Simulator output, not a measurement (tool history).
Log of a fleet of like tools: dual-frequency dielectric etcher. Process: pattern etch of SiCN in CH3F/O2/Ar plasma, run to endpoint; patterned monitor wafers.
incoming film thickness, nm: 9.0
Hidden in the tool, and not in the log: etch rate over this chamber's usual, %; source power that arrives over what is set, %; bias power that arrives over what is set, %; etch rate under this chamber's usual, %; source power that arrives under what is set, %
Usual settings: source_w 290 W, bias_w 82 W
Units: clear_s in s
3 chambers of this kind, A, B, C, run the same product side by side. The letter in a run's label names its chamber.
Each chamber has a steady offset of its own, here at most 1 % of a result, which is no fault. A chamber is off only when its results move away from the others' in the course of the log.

run   hour  source_w  bias_w  hours since the last wet clean  hours since the last source power generator calibration  hours since the last bias power generator calibration  clear_s
 1B   14.6       290      82                           115.1                                                   1158.0                                                 1083.7   25.503
 2C   27.9       290      82                           229.1                                                   1799.4                                                   75.4   25.691
 3A   43.9       290      82                           551.2                                                   1339.7                                                 2700.1   25.853
 4B   57.1       290      82                           157.6                                                   1200.5                                                 1126.2   25.987
 5A   67.0       290      82                           574.3                                                   1362.8                                                 2723.2   25.471
 6C   79.4       290      82                           280.6                                                   1850.9                                                  126.9   25.419
 7B   95.9       290      82                           196.4                                                   1239.3                                                 1165.0   25.176
 8C  105.9       240      97                           307.1                                                   1877.4                                                  153.4   25.769
     106.3  -- chamber A: bias power generator calibrated
 9A  120.5       240      97                           627.8                                                   1416.3                                                   14.3   25.857
10B  136.5       240      97                           237.0                                                   1279.9                                                 1205.6   25.703
11A  146.3       290      82                           653.6                                                   1442.1                                                   40.1   25.503
12C  157.5       290      82                           358.7                                                   1929.0                                                  205.0   25.817
13C  170.2       290      82                           371.4                                                   1941.7                                                  217.7   26.017
     170.7  -- chamber A: wet clean of the chamber
14A  184.5       290      82                            13.8                                                   1480.3                                                   78.3   25.504
15B  197.7       290      82                           298.2                                                   1341.1                                                 1266.8   25.494
     198.8  -- chamber C: wet clean of the chamber
16A  211.9       290      82                            41.2                                                   1507.7                                                  105.7   25.800
17C  219.1       340     100                            20.4                                                   1990.6                                                  266.6   22.606
18B  226.4       340     100                           326.9                                                   1369.8                                                 1295.5   22.661
19C  239.0       340     100                            40.3                                                   2010.5                                                  286.5   22.669
20A  252.0       290      82                            81.3                                                   1547.8                                                  145.8   26.156
21B  264.8       290      82                           365.3                                                   1408.2                                                 1333.9   25.660
22B  280.1       290      82                           380.6                                                   1423.5                                                 1349.2   25.612
23C  290.5       290      82                            91.8                                                   2062.0                                                  338.0   25.946
24A  306.1       290      82                           135.4                                                   1601.9                                                  199.9   25.950
25C  322.5       290      82                           123.8                                                   2094.0                                                  370.0   25.577
26A  331.2       290      82                           160.5                                                   1627.0                                                  225.0   25.948
27B  338.7       290      82                           439.2                                                   1482.1                                                 1407.8   25.731
28C  350.7       350      76                           152.0                                                   2122.2                                                  398.2   24.798
29A  360.7       350      76                           190.0                                                   1656.5                                                  254.5   24.734
30B  373.2       350      76                           473.7                                                   1516.6                                                 1442.3   24.781
31A  380.4       290      82                           209.7                                                   1676.2                                                  274.2   25.782
32C  396.6       290      82                           197.9                                                   2168.1                                                  444.1   25.587
33B  413.2       290      82                           513.7                                                   1556.6                                                 1482.3   25.480
34A  422.3       290      82                           251.6                                                   1718.1                                                  316.1   25.768
35C  430.1       290      82                           231.4                                                   2201.6                                                  477.6   25.878
     432.0  -- chamber B: wet clean of the chamber
36B  437.5       290      82                             5.6                                                   1580.9                                                 1506.6   25.668
37B  453.2       290      82                            21.3                                                   1596.6                                                 1522.3   25.873
38C  462.8       290      82                           264.1                                                   2234.3                                                  510.3   26.202
39A  470.3       290      82                           299.6                                                   1766.1                                                  364.1   25.361

Is one chamber off against the others, does the gauge drift, or is nothing wrong? If a chamber is off, say which, and what the likeliest cause is.

No chamber stands off beyond its own small offset, and the gauge holds steady.
